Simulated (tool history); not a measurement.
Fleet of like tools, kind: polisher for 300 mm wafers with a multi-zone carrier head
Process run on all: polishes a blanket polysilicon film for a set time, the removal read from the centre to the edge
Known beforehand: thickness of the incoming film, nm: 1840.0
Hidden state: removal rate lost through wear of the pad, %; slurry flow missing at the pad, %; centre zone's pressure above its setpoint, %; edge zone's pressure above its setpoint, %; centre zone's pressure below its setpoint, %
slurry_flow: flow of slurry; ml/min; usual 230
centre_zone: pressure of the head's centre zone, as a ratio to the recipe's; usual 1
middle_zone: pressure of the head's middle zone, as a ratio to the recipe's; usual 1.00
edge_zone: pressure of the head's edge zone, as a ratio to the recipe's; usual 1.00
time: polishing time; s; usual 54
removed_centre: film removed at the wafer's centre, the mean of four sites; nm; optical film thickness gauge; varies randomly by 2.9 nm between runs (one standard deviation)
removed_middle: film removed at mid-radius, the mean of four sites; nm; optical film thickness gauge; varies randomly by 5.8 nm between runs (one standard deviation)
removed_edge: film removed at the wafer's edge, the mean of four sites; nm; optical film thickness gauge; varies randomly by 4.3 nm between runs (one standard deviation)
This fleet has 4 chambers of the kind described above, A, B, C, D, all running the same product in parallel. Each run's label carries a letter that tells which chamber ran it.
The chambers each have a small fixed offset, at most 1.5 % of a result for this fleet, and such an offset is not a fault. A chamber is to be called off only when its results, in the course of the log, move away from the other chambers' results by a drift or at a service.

| run | hour | slurry_flow | centre_zone | middle_zone | edge_zone | time | wafers polished on this pad | hours since the slurry nozzle was cleaned | hours since the centre zone pressure was calibrated | hours since the edge zone pressure was calibrated | removed_centre | removed_middle | removed_edge |
|---|---|---|---|---|---|---|---|---|---|---|---|---|---|
| 1A | 9.2 | 230 | 1 | 1.00 | 1.00 | 54 | 1010 | 82.5 | 287.9 | 621.6 | 410.63 | 410.61 | 410.21 |
|  | 9.3 | chamber A: worn pad replaced by a new one |
|  | 11.3 | chamber B: worn pad replaced by a new one |
|  | 16.2 | chamber D: worn pad replaced by a new one |
| 2B | 20.7 | 230 | 1 | 1.00 | 1.00 | 54 | 95 | 353.6 | 536.0 | 35.8 | 410.23 | 405.50 | 404.01 |
|  | 21.5 | chamber D: slurry nozzle cleaned |
| 3C | 27.6 | 230 | 1 | 1.00 | 1.00 | 54 | 1121 | 511.6 | 1078.5 | 421.9 | 406.87 | 409.11 | 416.75 |
| 4D | 39.8 | 230 | 1 | 1.00 | 1.00 | 54 | 238 | 18.4 | 519.6 | 42.2 | 411.31 | 412.74 | 405.92 |
|  | 46.3 | chamber C: worn pad replaced by a new one |
|  | 49.1 | chamber D: centre zone pressure recalibrated |
| 5B | 49.2 | 230 | 1 | 1.00 | 1.00 | 70 | 383 | 382.1 | 564.5 | 64.3 | 533.22 | 543.43 | 523.92 |
| 6A | 57.8 | 230 | 1 | 1.00 | 1.00 | 70 | 489 | 131.1 | 336.5 | 670.2 | 532.49 | 526.90 | 538.12 |
| 7C | 64.2 | 230 | 1 | 1.00 | 1.00 | 70 | 181 | 548.2 | 1115.1 | 458.5 | 533.81 | 537.91 | 537.00 |
| 8D | 70.7 | 230 | 1 | 1.00 | 1.00 | 70 | 549 | 49.3 | 21.6 | 73.1 | 524.18 | 543.94 | 525.97 |
| 9C | 77.5 | 230 | 1 | 1.00 | 1.00 | 54 | 315 | 561.5 | 1128.4 | 471.8 | 415.24 | 401.00 | 410.05 |
| 10D | 83.0 | 230 | 1 | 1.00 | 1.00 | 54 | 673 | 61.6 | 33.9 | 85.4 | 409.26 | 401.19 | 403.43 |
| 11A | 92.7 | 230 | 1 | 1.00 | 0.91 | 54 | 841 | 166.0 | 371.4 | 705.1 | 404.98 | 405.47 | 389.75 |
|  | 93.6 | chamber A: worn pad replaced by a new one |
|  | 95.3 | chamber C: centre zone pressure recalibrated |
| 12B | 99.8 | 230 | 1 | 1.00 | 0.91 | 54 | 893 | 432.7 | 615.1 | 114.9 | 411.53 | 413.55 | 381.52 |
| 13A | 105.5 | 230 | 1 | 1.00 | 0.91 | 54 | 120 | 178.8 | 384.2 | 717.9 | 403.16 | 409.01 | 386.58 |
|  | 112.3 | chamber B: worn pad replaced by a new one |
| 14B | 115.7 | 230 | 1 | 1.00 | 0.91 | 54 | 34 | 448.6 | 631.0 | 130.8 | 405.07 | 412.56 | 379.27 |
| 15D | 125.0 | 230 | 1 | 1.00 | 1.00 | 54 | 1097 | 103.6 | 75.9 | 127.4 | 409.08 | 413.42 | 411.17 |
| 16C | 132.5 | 230 | 1 | 1.00 | 1.00 | 54 | 869 | 616.5 | 37.3 | 526.8 | 375.54 | 411.49 | 409.65 |
| 17B | 139.8 | 230 | 1 | 1.00 | 1.00 | 54 | 277 | 472.7 | 655.1 | 154.9 | 407.55 | 408.76 | 408.97 |
| 18C | 145.6 | 230 | 1 | 1.00 | 1.00 | 54 | 1001 | 629.6 | 50.4 | 539.9 | 379.02 | 407.19 | 406.11 |
|  | 154.7 | chamber D: worn pad replaced by a new one |
| 19D | 157.7 | 230 | 1 | 1.00 | 1.00 | 54 | 30 | 136.3 | 108.6 | 160.1 | 410.84 | 404.16 | 396.16 |
| 20A | 168.7 | 230 | 1 | 1.00 | 1.00 | 54 | 757 | 242.0 | 447.4 | 781.1 | 411.83 | 395.28 | 406.98 |
|  | 171.0 | chamber B: slurry nozzle cleaned |
| 21B | 175.1 | 230 | 1 | 1.00 | 1.00 | 54 | 633 | 4.1 | 690.4 | 190.2 | 415.97 | 412.32 | 404.85 |
|  | 179.2 | chamber C: worn pad replaced by a new one |
| 22D | 185.0 | 230 | 1 | 1.00 | 1.00 | 54 | 305 | 163.6 | 135.9 | 187.4 | 403.13 | 415.97 | 412.96 |
| 23A | 194.8 | 230 | 1 | 1.00 | 1.00 | 54 | 1020 | 268.1 | 473.5 | 807.2 | 408.31 | 402.60 | 410.76 |
|  | 196.0 | chamber B: worn pad replaced by a new one |
|  | 202.3 | chamber A: worn pad replaced by a new one |
| 24C | 205.2 | 230 | 1 | 1.00 | 0.92 | 70 | 262 | 689.2 | 110.0 | 599.5 | 493.62 | 536.22 | 513.11 |
| 25C | 212.1 | 230 | 1 | 1.00 | 0.92 | 70 | 332 | 696.1 | 116.9 | 606.4 | 486.65 | 532.27 | 516.19 |
| 26B | 218.5 | 230 | 1 | 1.00 | 0.92 | 70 | 227 | 47.5 | 733.8 | 233.6 | 531.10 | 544.10 | 503.48 |
| 27A | 225.5 | 230 | 1 | 1.00 | 0.92 | 70 | 234 | 298.8 | 504.2 | 837.9 | 533.22 | 528.73 | 513.76 |
| 28D | 235.5 | 180 | 1 | 1.07 | 1.00 | 54 | 814 | 214.1 | 186.4 | 237.9 | 387.80 | 415.75 | 393.62 |
| 29D | 244.4 | 180 | 1 | 1.07 | 1.00 | 54 | 904 | 223.0 | 195.3 | 246.8 | 395.07 | 412.73 | 394.64 |
| 30C | 252.7 | 180 | 1 | 1.07 | 1.00 | 54 | 741 | 736.7 | 157.5 | 647.0 | 365.34 | 426.17 | 394.40 |

For the next run the whole fleet of 4 chambers uses the same settings. Give each chamber's results:
| 31A | 261.4 | 230 | 1 | 1.00 | 1.00 | 54 |  |  |  |  | ? | ? | ? |
| 31B | 261.4 | 230 | 1 | 1.00 | 1.00 | 54 |  |  |  |  | ? | ? | ? |
| 31C | 261.4 | 230 | 1 | 1.00 | 1.00 | 54 |  |  |  |  | ? | ? | ? |
| 31D | 261.4 | 230 | 1 | 1.00 | 1.00 | 54 |  |  |  |  | ? | ? | ? |

| run | removed_centre | removed_middle | removed_edge |
|---|---|---|---|
| 31A | 412.25 | 406.90 | 406.30 |
| 31B | 410.22 | 408.60 | 406.22 |
| 31C | 376.58 | 413.07 | 409.21 |
| 31D | 414.49 | 406.13 | 405.01 |

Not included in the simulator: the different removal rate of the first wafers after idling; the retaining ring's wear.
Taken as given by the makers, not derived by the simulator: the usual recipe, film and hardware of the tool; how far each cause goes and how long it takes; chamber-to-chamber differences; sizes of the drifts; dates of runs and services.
